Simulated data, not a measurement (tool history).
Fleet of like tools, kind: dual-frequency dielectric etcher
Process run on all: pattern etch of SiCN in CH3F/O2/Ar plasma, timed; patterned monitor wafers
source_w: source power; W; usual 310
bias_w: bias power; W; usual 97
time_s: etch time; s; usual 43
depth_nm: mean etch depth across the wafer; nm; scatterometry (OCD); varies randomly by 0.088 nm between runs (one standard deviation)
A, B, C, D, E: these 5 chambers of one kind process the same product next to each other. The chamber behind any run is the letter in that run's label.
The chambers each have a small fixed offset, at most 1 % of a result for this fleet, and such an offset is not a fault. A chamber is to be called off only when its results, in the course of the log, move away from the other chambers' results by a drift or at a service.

run,hour,source_w,bias_w,time_s,hours since the last wet clean,hours since the last source power generator calibration,hours since the last bias power generator calibration,"read-back reference wafer on the same gauge, depth_nm",depth_nm
1A,7.2,310,97,43,234.7,3792.7,4654.1,17.490,16.425
2D,15.9,310,97,43,491.3,1741.9,2698.5,17.500,16.462
3C,27.3,310,97,43,226.9,420.9,686.3,17.486,16.293
4B,43.2,310,97,43,612.0,522.7,547.4,17.504,16.403
5E,58.9,310,97,43,105.7,5134.8,1540.8,17.505,16.404
6B,66.0,310,97,43,634.8,545.5,570.2,17.503,16.381
7D,77.1,310,97,43,552.5,1803.1,2759.7,17.499,16.438
8C,89.1,310,97,43,288.7,482.7,748.1,17.488,16.186
# hour 97.6: chamber A: bias power generator calibrated
9A,98.4,310,97,43,325.9,3883.9,0.9,17.512,16.352
10E,108.3,310,97,43,155.1,5184.2,1590.2,17.511,16.470
# hour 111.3: chamber B: wet clean of the chamber
# hour 115.4: chamber E: source power generator calibrated
11B,116.1,370,97,33,4.9,595.6,620.3,17.501,13.520
12E,124.3,370,97,33,171.1,9.0,1606.2,17.508,13.410
13A,132.9,370,97,33,360.4,3918.4,35.4,17.497,13.279
# hour 141.4: chamber D: wet clean of the chamber
14C,144.1,370,97,33,343.7,537.7,803.1,17.502,13.433
15D,153.7,370,97,33,12.4,1879.7,2836.3,17.508,13.536
16E,163.3,310,97,43,210.1,48.0,1645.2,17.494,16.428
17D,171.5,310,97,43,30.2,1897.5,2854.1,17.485,16.459
18A,179.9,310,97,43,407.4,3965.4,82.4,17.532,16.395
19B,192.0,310,97,43,80.8,671.5,696.2,17.476,16.513
20C,201.0,310,97,43,400.6,594.6,860.0,17.535,16.212
21C,210.2,310,97,43,409.8,603.8,869.2,17.483,16.458
22E,225.6,310,97,43,272.4,110.3,1707.5,17.497,16.604
# hour 227.8: chamber A: wet clean of the chamber
23D,233.2,310,97,43,91.9,1959.2,2915.8,17.516,16.412
24A,240.8,310,97,43,13.0,4026.3,143.3,17.496,16.258
25B,250.0,310,97,43,138.8,729.5,754.2,17.503,16.397
26E,265.4,310,97,43,312.2,150.1,1747.3,17.494,16.441
27B,279.2,310,97,43,168.0,758.7,783.4,17.484,16.437
28A,289.2,310,97,43,61.4,4074.7,191.7,17.510,16.478
29C,300.9,310,97,43,500.5,694.5,959.9,17.514,16.280
30D,309.0,310,97,43,167.7,2035.0,2991.6,17.488,16.471
31D,323.8,310,97,43,182.5,2049.8,3006.4,17.507,16.286
32E,333.8,310,97,43,380.6,218.5,1815.7,17.493,16.567
33A,341.5,310,97,43,113.7,4127.0,244.0,17.486,16.595
34B,351.8,250,97,43,240.6,831.3,856.0,17.503,15.099
35C,360.5,250,97,43,560.1,754.1,1019.5,17.492,15.081
# hour 360.9: chamber C: wet clean of the chamber
36D,368.0,250,97,43,226.7,2094.0,3050.6,17.488,15.325
37B,376.0,250,97,43,264.8,855.5,880.2,17.508,15.188
38E,388.1,250,97,43,434.9,272.8,1870.0,17.495,15.317
39C,397.3,310,97,43,36.4,790.9,1056.3,17.495,16.350
40A,408.3,310,97,43,180.5,4193.8,310.8,17.518,16.290
41C,418.4,310,97,43,57.5,812.0,1077.4,17.522,16.373
42E,426.5,310,97,43,473.3,311.2,1908.4,17.497,16.524
43D,434.4,310,97,43,293.1,2160.4,3117.0,17.493,16.437

One chamber off, gauge drift, or nothing amiss beyond the chambers' own small offsets? If it is a chamber, which one, and what is the likeliest cause?

Beyond each chamber's small constant offset nothing stands out, and the gauge stays steady.

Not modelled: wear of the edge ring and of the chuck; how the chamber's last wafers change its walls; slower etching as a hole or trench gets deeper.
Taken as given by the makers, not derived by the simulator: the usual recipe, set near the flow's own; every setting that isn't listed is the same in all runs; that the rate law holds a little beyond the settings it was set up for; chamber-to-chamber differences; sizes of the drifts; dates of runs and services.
